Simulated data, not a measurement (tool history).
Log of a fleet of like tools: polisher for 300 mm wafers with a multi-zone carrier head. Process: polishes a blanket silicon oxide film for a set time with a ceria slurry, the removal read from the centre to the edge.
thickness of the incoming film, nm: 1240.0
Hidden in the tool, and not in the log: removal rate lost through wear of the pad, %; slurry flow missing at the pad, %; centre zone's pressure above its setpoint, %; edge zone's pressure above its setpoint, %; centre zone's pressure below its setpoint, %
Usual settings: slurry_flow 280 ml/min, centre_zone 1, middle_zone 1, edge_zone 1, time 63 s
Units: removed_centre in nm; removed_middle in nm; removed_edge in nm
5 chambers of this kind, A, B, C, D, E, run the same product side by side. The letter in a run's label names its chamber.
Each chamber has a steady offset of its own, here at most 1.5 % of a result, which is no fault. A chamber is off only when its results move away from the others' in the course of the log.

run   hour  slurry_flow  centre_zone  middle_zone  edge_zone  time  wafers polished on this pad  hours since the slurry nozzle was cleaned  hours since the centre zone pressure was calibrated  hours since the edge zone pressure was calibrated  removed_centre  removed_middle  removed_edge
 1B    7.4          280            1            1          1    63                          584                                      434.3                                                332.5                                                979          297.03          288.85        292.17
       9.9  -- chamber E: worn pad replaced by a new one
      13.1  -- chamber D: worn pad replaced by a new one
      13.9  -- chamber E: edge zone pressure recalibrated
 2D   14.8          280            1            1          1    63                           18                                      140.2                                                200.2                                              501.1          300.37           292.5        292.27
      19.3  -- chamber B: worn pad replaced by a new one
 3E   19.7          280            1            1          1    63                          103                                      317.5                                                  907                                                5.8           291.3           293.1        288.18
 4C   27.3          280            1            1          1    63                         1052                                       68.1                                                167.5                                              585.8          297.07          298.36        294.32
 5A   31.5          280            1            1          1    63                          816                                      506.8                                                844.3                                              440.5          287.39          300.68        296.18
 6D   35.1          280            1            1          1    63                          230                                      160.5                                                220.5                                              521.4          292.83          296.44        302.96
      38.9  -- chamber A: worn pad replaced by a new one
 7B   42.4          280            1            1          1    63                          242                                      469.3                                                367.5                                               1014          291.68          285.53        290.62
 8E   46.8          280            1            1          1    63                          386                                      344.6                                                934.1                                               32.9          290.35          290.76        295.04
 9C     51          345         1.05            1          1    63                         1300                                       91.8                                                191.2                                              609.5          314.57          300.18        299.93
10A   58.3          345         1.05            1          1    63                          203                                      533.6                                                871.1                                              467.3          312.74           305.4         298.2
      61.3  -- chamber B: slurry nozzle cleaned
11D   64.8          345         1.05            1          1    63                          541                                      190.2                                                250.2                                              551.1          309.93          301.11        301.05
        65  -- chamber C: worn pad replaced by a new one
      67.6  -- chamber D: worn pad replaced by a new one
12E   72.4          345         1.05            1          1    63                          654                                      370.2                                                959.7                                               58.5          316.48          296.11        298.54
13B   76.4          345         1.05            1          1    63                          598                                       15.1                                                401.5                                               1048          323.09          301.06        299.64
      78.2  -- chamber E: worn pad replaced by a new one
14A   81.1          280            1            1          1    63                          442                                      556.4                                                893.9                                              490.1          289.18          298.75        296.51
      82.6  -- chamber B: centre zone pressure recalibrated
      84.2  -- chamber B: worn pad replaced by a new one
15C   86.6          215            1         1.05          1    63                          226                                      127.4                                                226.8                                              645.1          282.06          300.94        290.37
16D   92.6          215            1         1.05          1    63                          262                                        218                                                  278                                              578.9          281.91          290.64        286.28
17E   99.4          215            1         1.05          1    63                          222                                      397.2                                                986.7                                               85.5          282.79          298.45        287.32
18B  105.9          215            1         1.05          1    63                          227                                       44.6                                                 23.3                                             1077.5          291.47          296.51        286.08
19C  111.1          215            1         1.05          1    63                          482                                      151.9                                                251.3                                              669.6           281.5          301.96        285.83
     114.4  -- chamber A: worn pad replaced by a new one
20A  118.3          280            1            1          1    63                           41                                      593.6                                                931.1                                              527.3          292.36          296.65         291.7
21D    124          340            1            1          1    63                          590                                      249.4                                                309.4                                              610.3           297.5          299.39        301.62
     125.5  -- chamber D: slurry nozzle cleaned
     126.5  -- chamber D: worn pad replaced by a new one
22A  131.4          340            1            1          1    63                          178                                      606.7                                                944.2                                              540.4          298.33             303         294.3
23C  137.3          340            1            1          1    63                          756                                      178.1                                                277.5                                              695.8          300.52          302.04        302.78
24E  142.6          340            1            1          1    63                          674                                      440.4                                               1029.9                                              128.7           298.1          296.33        295.57
     144.6  -- chamber B: worn pad replaced by a new one
     146.1  -- chamber E: worn pad replaced by a new one
25B  150.4          340            1            1          1    63                           61                                       89.1                                                 67.8                                               1122          310.27          297.14        290.52
26B  155.3          280            1            1          1    63                          112                                         94                                                 72.7                                             1126.9          295.05          293.58        296.38
     156.3  -- chamber C: slurry nozzle cleaned
27E    162          335            1            1          1    63                          166                                      459.8                                               1049.3                                              148.1          299.01          293.83        295.11
28A  167.8          335            1            1          1    63                          559                                      643.1                                                980.6                                              576.8          298.22          297.41        296.15
29C  173.2          335            1            1          1    63                         1132                                       16.9                                                313.4                                              731.7          303.11          296.16        301.32
     174.3  -- chamber D: worn pad replaced by a new one
30D  177.3          335            1            1          1    63                           31                                       51.8                                                362.7                                              663.6          299.48          293.31        299.77
31D  182.1          335            1            1          1    63                           81                                       56.6                                                367.5                                              668.4          301.53          299.29        303.28
     184.8  -- chamber C: worn pad replaced by a new one
32A  189.5          280            1            1          1    63                          786                                      664.8                                               1002.3                                              598.5          291.17          292.93        294.07
     193.2  -- chamber A: worn pad replaced by a new one
33C  195.7          280            1            1          1    63                          114                                       39.4                                                335.9                                              754.2          292.57          299.34        296.01
34E  203.1          280            1            1          1    63                          597                                      500.9                                               1090.4                                              189.2          295.59          291.37        297.25
35B  210.8          280            1            1          1    63                          693                                      149.5                                                128.2                                             1182.4          296.74           290.4        291.42
     218.1  -- chamber E: worn pad replaced by a new one
36D  218.6          280            1            1          1    63                          463                                       93.1                                                  404                                              704.9          294.92          286.76        302.41
     219.4  -- chamber B: worn pad replaced by a new one
37E  225.2          280            1            1          1    63                           74                                        523                                               1112.5                                              211.3          297.48          289.16        293.99
38B  233.2          280            1            1          1    63                          145                                      171.9                                                150.6                                             1204.8          298.14          295.55        291.16
39C  236.9          280            1            1          1    63                          545                                       80.6                                                377.1                                              795.4          288.77          289.65        292.06
     238.2  -- chamber A: centre zone pressure recalibrated
40A  241.2          280            1            1          1    63                          503                                      716.5                                                    3                                              650.2          295.59          294.03        290.27
41B  247.2          280            1            1          1    63                          291                                      185.9                                                164.6                                             1218.8           292.3          295.45        285.12
42E  254.8          280            1            1          1    63                          384                                      552.6                                               1142.1                                              240.9           299.2          290.72        294.46
43A  260.9          280            1            1          1    63                          709                                      736.2                                                 22.7                                              669.9          291.79          295.17        293.03

Is one chamber off against the others, does the gauge drift, or is nothing wrong? If a chamber is off, say which, and what the likeliest cause is.

No chamber stands off beyond its own small offset, and the gauge holds steady.

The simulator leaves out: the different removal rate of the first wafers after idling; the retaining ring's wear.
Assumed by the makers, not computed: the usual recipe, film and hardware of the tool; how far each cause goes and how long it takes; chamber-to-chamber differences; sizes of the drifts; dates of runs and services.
